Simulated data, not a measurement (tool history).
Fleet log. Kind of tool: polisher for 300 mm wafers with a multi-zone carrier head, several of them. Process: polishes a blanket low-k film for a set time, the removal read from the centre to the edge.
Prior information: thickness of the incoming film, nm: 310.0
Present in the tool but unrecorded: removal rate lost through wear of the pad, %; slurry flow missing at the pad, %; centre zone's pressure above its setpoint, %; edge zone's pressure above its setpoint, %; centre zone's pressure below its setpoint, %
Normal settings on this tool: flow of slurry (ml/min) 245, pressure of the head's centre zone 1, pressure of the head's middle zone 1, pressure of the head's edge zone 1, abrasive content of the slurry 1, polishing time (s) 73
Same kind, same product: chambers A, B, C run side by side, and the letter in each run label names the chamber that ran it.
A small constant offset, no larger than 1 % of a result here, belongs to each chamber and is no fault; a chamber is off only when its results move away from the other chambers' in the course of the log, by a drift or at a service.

run	hour	flow of slurry (ml/min)	pressure of the head's centre zone	pressure of the head's middle zone	pressure of the head's edge zone	abrasive content of the slurry	polishing time (s)	wafers polished on this pad	hours since the slurry nozzle was cleaned	hours since the centre zone pressure was calibrated	hours since the edge zone pressure was calibrated	film removed at the wafer's centre (nm)	film removed at mid-radius (nm)	film removed at the wafer's edge (nm)
1B	4.4	245	1	1	1	1	73	675	307.5	393.3	312.7	18.356	18.312	18.221
# hour 4.6: chamber B: worn pad replaced by a new one
# hour 6: chamber A: slurry nozzle cleaned
2A	9.9	245	1	1	1	1	73	664	3.9	745.8	112.9	18.726	18.788	18.511
# hour 16.6: chamber A: centre zone pressure recalibrated
3C	16.6	245	1	1	1	1	73	338	125.7	441.7	34.6	18.35	18.551	18.368
# hour 20: chamber A: worn pad replaced by a new one
4A	25.1	245	1	1	1	1	73	61	19.1	8.5	128.1	18.075	18.581	18.124
5B	30.8	245	1	1	1	1	73	313	333.9	419.7	339.1	18.584	18.371	17.948
6C	36	175	1	1	1	1.3	73	570	145.1	461.1	54	19.609	19.593	19.656
# hour 37: chamber C: worn pad replaced by a new one
7C	42.2	175	1	1	1	1.3	73	62	151.3	467.3	60.2	19.379	19.725	19.386
8A	45.9	175	1	1	1	1.3	73	310	39.9	29.3	148.9	19.627	19.385	20.131
9B	53.3	245	1	1	1	1	73	582	356.4	442.2	361.6	18.402	18.265	18.413
10C	57.3	245	1	1	1	1	73	243	166.4	482.4	75.3	18.316	18.525	18.016
# hour 60.7: chamber B: worn pad replaced by a new one
11B	63.3	245	1	1	1	1	73	31	366.4	452.2	371.6	18.295	18.541	18.415
12A	67	245	1	1	1	1	73	562	61	50.4	170	18.368	18.318	18.133
13B	72.9	290	1	1	1	1	73	146	376	461.8	381.2	18.627	18.707	18.62
14A	81.3	290	1	1	1	1	73	733	75.3	64.7	184.3	18.947	18.94	18.78
# hour 84.5: chamber A: worn pad replaced by a new one
15C	87.5	290	1	1	1	1	73	604	196.6	512.6	105.5	18.817	18.724	18.683
# hour 89.1: chamber C: worn pad replaced by a new one
16B	95	245	1	1	1	1	73	410	398.1	483.9	403.3	18.594	18.263	18.417
17A	100.2	245	1	1	1	1	73	188	94.2	83.6	203.2	18.487	18.363	18.623
# hour 102.5: chamber C: centre zone pressure recalibrated
18C	106	245	1	1	1	1	73	203	215.1	3.5	124	16.479	18.598	18.466
# hour 112.4: chamber B: worn pad replaced by a new one
19B	112.8	245	1	1	0.89	1.1	73	5	415.9	501.7	421.1	18.98	19.22	18.318
20A	117.8	245	1	1	0.89	1.1	73	399	111.8	101.2	220.8	19.177	18.951	18.076
21C	121.8	245	1	1	0.89	1.1	73	392	230.9	19.3	139.8	17.1	18.93	17.963
22C	127.8	245	1	1	1	1	73	463	236.9	25.3	145.8	16.127	18.337	18.087
23B	134.2	310	1	1	1	1	92	262	437.3	523.1	442.5	24.069	23.56	23.543
# hour 137.8: chamber C: worn pad replaced by a new one
24A	140.3	310	1	1	1	1	92	668	134.3	123.7	243.3	24.343	23.679	23.316
25C	148.6	310	1	1	1	1	92	130	257.7	46.1	166.6	20.813	23.805	23.163
26B	152.8	245	1	1	1	1	73	484	455.9	541.7	461.1	18.492	18.407	18.347
# hour 157.4: chamber A: worn pad replaced by a new one
27A	159.2	245	1	1	1	1	73	22	153.2	142.6	262.2	18.135	18.183	18.322
28B	166.7	245	1	1	1	1	73	650	469.8	555.6	475	18.628	18.3	18.474
29A	174.9	245	1	1	1	1	73	210	168.9	158.3	277.9	18.039	18.335	18.771
# hour 180.8: chamber C: worn pad replaced by a new one
30C	180.8	245	1	1	1	1	73	0	289.9	78.3	198.8	16.118	18.564	18.156

Each of the 3 chambers runs these same settings next. Fill in every chamber's results:
31A	186.9	330	1	1	1	1	73					?	?	?
31B	186.9	330	1	1	1	1	73					?	?	?
31C	186.9	330	1	1	1	1	73					?	?	?

run	film removed at the wafer's centre (nm)	film removed at mid-radius (nm)	film removed at the wafer's edge (nm)
31A	19.093	18.694	19.161
31B	19.332	19.082	18.869
31C	16.686	19.018	18.579
